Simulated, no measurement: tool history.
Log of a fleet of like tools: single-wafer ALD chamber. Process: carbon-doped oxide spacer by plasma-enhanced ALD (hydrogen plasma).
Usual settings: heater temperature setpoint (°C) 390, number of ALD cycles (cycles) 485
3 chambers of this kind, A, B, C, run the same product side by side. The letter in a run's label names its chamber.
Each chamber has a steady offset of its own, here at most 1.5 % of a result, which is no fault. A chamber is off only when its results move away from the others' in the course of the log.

run,hour,heater temperature setpoint (°C),number of ALD cycles (cycles),hours since the last thermocouple change,"read-back reference wafer on the same gauge, thickness_nm",mean film thickness on the monitor wafer (angstrom)
1C,8.4,390,485,573.3,21.894,242.31
2B,16.7,390,485,812.3,21.878,239.98
3A,25.9,390,485,2866.3,21.905,242.25
4B,34.2,390,485,829.8,21.933,239.39
5A,44,390,485,2884.4,21.919,241.09
6C,54.7,390,485,619.6,21.904,242.19
7C,70.1,378,438,635,21.901,217.78
8B,85.3,378,438,880.9,21.93,216.94
9A,92.5,378,438,2932.9,21.9,216.74
10C,107.5,390,485,672.4,21.878,241.41
11B,120.5,390,485,916.1,21.893,240.88
12A,130.9,390,485,2971.3,21.91,241.61
13A,137.8,390,569,2978.2,21.92,282.53
14B,149.4,390,569,945,21.925,282.82
15C,158.5,390,569,723.4,21.88,285.84
16B,173.8,390,485,969.4,21.918,241.28
17C,185.8,395,485,750.7,21.906,241.95
18A,200.6,395,485,3041,21.914,242.98
19C,210.8,395,485,775.7,21.878,240.72
20A,224.1,390,485,3064.5,21.898,239.9
# hour 226.1: chamber A: thermocouple changed; heater temperature recalibrated
21B,233,390,485,1028.6,21.919,240.8
22C,240.1,376,408,805,21.862,202.31
23A,253.5,376,408,27.5,21.887,204
24B,267.8,376,408,1063.4,21.873,199.2
25A,274.9,390,485,48.9,21.936,241.89
26B,289.2,390,485,1084.8,21.851,238.9
27C,299,390,485,863.9,21.946,241.36
28A,309.4,390,485,83.4,21.875,240.81
29C,319.7,390,485,884.6,21.926,241.71
30B,331.2,400,530,1126.8,21.889,261.17
31A,339.1,400,530,113.1,21.901,264.28

What goes on in this fleet: one chamber off, a drifting gauge, or nothing beyond the chambers' own small offsets? Name the chamber and the cause, if any.

No chamber stands off beyond its own small offset, and the gauge holds steady.
